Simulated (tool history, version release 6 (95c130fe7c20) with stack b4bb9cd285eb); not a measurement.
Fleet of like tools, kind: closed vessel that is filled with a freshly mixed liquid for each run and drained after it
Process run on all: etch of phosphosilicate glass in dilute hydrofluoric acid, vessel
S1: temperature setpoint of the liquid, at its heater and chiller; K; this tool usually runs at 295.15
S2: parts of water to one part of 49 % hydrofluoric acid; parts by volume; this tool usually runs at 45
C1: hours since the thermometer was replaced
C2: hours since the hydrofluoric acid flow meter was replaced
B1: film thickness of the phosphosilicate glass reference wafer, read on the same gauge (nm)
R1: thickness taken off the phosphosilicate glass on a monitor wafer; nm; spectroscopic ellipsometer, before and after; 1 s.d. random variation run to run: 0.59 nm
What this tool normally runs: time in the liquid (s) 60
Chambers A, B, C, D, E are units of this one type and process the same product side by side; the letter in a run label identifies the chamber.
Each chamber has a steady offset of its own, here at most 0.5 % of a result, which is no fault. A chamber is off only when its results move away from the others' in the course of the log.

run 1C hour=2.8 | S1=295.15 S2=45 time_in_the_liquid_(s)=60 | C1=1944.2 C2=100.4 | B1=40.032 | R1=78.1
run 2E hour=7.5 | S1=295.15 S2=45 time_in_the_liquid_(s)=60 | C1=96.5 C2=347.7 | B1=40.017 | R1=79.563
run 3A hour=11.6 | S1=295.15 S2=45 time_in_the_liquid_(s)=60 | C1=2176.2 C2=1655.6 | B1=39.986 | R1=79.4
run 4B hour=16.4 | S1=295.15 S2=45 time_in_the_liquid_(s)=60 | C1=326 C2=314.6 | B1=39.997 | R1=79.618
run 5D hour=20.7 | S1=295.15 S2=60 time_in_the_liquid_(s)=80 | C1=1741.4 C2=745.2 | B1=40.001 | R1=77.243
run 6A hour=25.6 | S1=295.15 S2=60 time_in_the_liquid_(s)=80 | C1=2190.2 C2=1669.6 | B1=40.017 | R1=77.55
run 7B hour=30.2 | S1=295.15 S2=60 time_in_the_liquid_(s)=80 | C1=339.8 C2=328.4 | B1=39.983 | R1=77.238
run 8D hour=33.6 | S1=295.15 S2=60 time_in_the_liquid_(s)=80 | C1=1754.3 C2=758.1 | B1=39.947 | R1=77.825
run 9E hour=36.1 | S1=295.15 S2=60 time_in_the_liquid_(s)=80 | C1=125.1 C2=376.3 | B1=39.976 | R1=78.461
run 10C hour=38.5 | S1=295.15 S2=45 time_in_the_liquid_(s)=60 | C1=1979.9 C2=136.1 | B1=40.016 | R1=77.881
run 11B hour=40.9 | S1=295.15 S2=45 time_in_the_liquid_(s)=60 | C1=350.5 C2=339.1 | B1=40.002 | R1=79.361
run 12C hour=45.3 | S1=295.15 S2=45 time_in_the_liquid_(s)=60 | C1=1986.7 C2=142.9 | B1=40.008 | R1=79.358
run 13A hour=48.1 | S1=295.15 S2=45 time_in_the_liquid_(s)=60 | C1=2212.7 C2=1692.1 | B1=40.011 | R1=80.641
run 14D hour=50.9 | S1=295.15 S2=45 time_in_the_liquid_(s)=60 | C1=1771.6 C2=775.4 | B1=39.959 | R1=79.148
run 15E hour=54.3 | S1=295.15 S2=45 time_in_the_liquid_(s)=60 | C1=143.3 C2=394.5 | B1=40.031 | R1=81.152
run 16C hour=58.8 | S1=297.65 S2=45 time_in_the_liquid_(s)=75 | C1=2000.2 C2=156.4 | B1=39.991 | R1=108.2
run 17D hour=61.8 | S1=297.65 S2=45 time_in_the_liquid_(s)=75 | C1=1782.5 C2=786.3 | B1=39.964 | R1=108.43
run 18A hour=64.6 | S1=297.65 S2=45 time_in_the_liquid_(s)=75 | C1=2229.2 C2=1708.6 | B1=40.043 | R1=115.66
run 19B hour=67.4 | S1=297.65 S2=45 time_in_the_liquid_(s)=75 | C1=377 C2=365.6 | B1=40.027 | R1=109.58
run 20E hour=69.6 | S1=297.65 S2=45 time_in_the_liquid_(s)=75 | C1=158.6 C2=409.8 | B1=40.029 | R1=111.4
run 21E hour=74.5 | S1=295.15 S2=45 time_in_the_liquid_(s)=60 | C1=163.5 C2=414.7 | B1=39.965 | R1=79.828
run 22D hour=79.3 | S1=295.15 S2=45 time_in_the_liquid_(s)=60 | C1=1800 C2=803.8 | B1=40.003 | R1=78.296
-- hour=84.2 chamber E: hydrofluoric acid flow meter replaced
run 23A hour=84.2 | S1=295.15 S2=45 time_in_the_liquid_(s)=60 | C1=2248.8 C2=1728.2 | B1=40.022 | R1=84.949
run 24C hour=88.4 | S1=295.15 S2=45 time_in_the_liquid_(s)=60 | C1=2029.8 C2=186 | B1=40.029 | R1=78.424
run 25B hour=91.2 | S1=291.15 S2=55 time_in_the_liquid_(s)=60 | C1=400.8 C2=389.4 | B1=39.99 | R1=53.459
run 26A hour=95 | S1=291.15 S2=55 time_in_the_liquid_(s)=60 | C1=2259.6 C2=1739 | B1=40.021 | R1=58.358
run 27D hour=99.2 | S1=291.15 S2=55 time_in_the_liquid_(s)=60 | C1=1819.9 C2=823.7 | B1=40.04 | R1=53.033
run 28B hour=102.4 | S1=291.15 S2=55 time_in_the_liquid_(s)=60 | C1=412 C2=400.6 | B1=39.998 | R1=53.871
run 29C hour=106.6 | S1=291.15 S2=55 time_in_the_liquid_(s)=60 | C1=2048 C2=204.2 | B1=40.003 | R1=54.225
run 30E hour=110.7 | S1=295.15 S2=45 time_in_the_liquid_(s)=60 | C1=199.7 C2=26.5 | B1=39.975 | R1=79.214
run 31D hour=115.7 | S1=295.15 S2=45 time_in_the_liquid_(s)=60 | C1=1836.4 C2=840.2 | B1=40.022 | R1=79.532
run 32A hour=118 | S1=295.15 S2=45 time_in_the_liquid_(s)=60 | C1=2282.6 C2=1762 | B1=39.979 | R1=88.176

One chamber off, gauge drift, or nothing amiss beyond the chambers' own small offsets? If it is a chamber, which one, and what is the likeliest cause?

It is chamber A that slowly wanders off from its peers.
Cause: hydrofluoric acid flow above the setpoint (%) = 10.1.
The log might look much the same if the cause were instead: liquid hotter than its thermometer reads (K).

Here are 4 candidates for chamber A's next run, each the usual settings with a change, their results left as question marks. Which one brings its results back in line with what the others give on the usual settings?
To be in line, a result may differ from the other chambers' mean on the usual settings by at most: R1 2.1 nm
run 33A-1 hour=121.7 | S1=295.65 S2=45 time_in_the_liquid_(s)=65 | R1=?
run 33A-2 hour=121.7 | S1=295.15 S2=50 time_in_the_liquid_(s)=60 | R1=?
run 33A-3 hour=121.7 | S1=291.15 S2=45 time_in_the_liquid_(s)=60 | R1=?
run 33A-4 hour=121.7 | S1=295.65 S2=45 time_in_the_liquid_(s)=70 | R1=?

Usual-settings mean across the other chambers: R1 79.076 nm
run=33A-1 R1=97.018
run=33A-2 R1=78.363
run=33A-3 R1=74.006
run=33A-4 R1=104.48
33A-2 brings the chamber back in line.
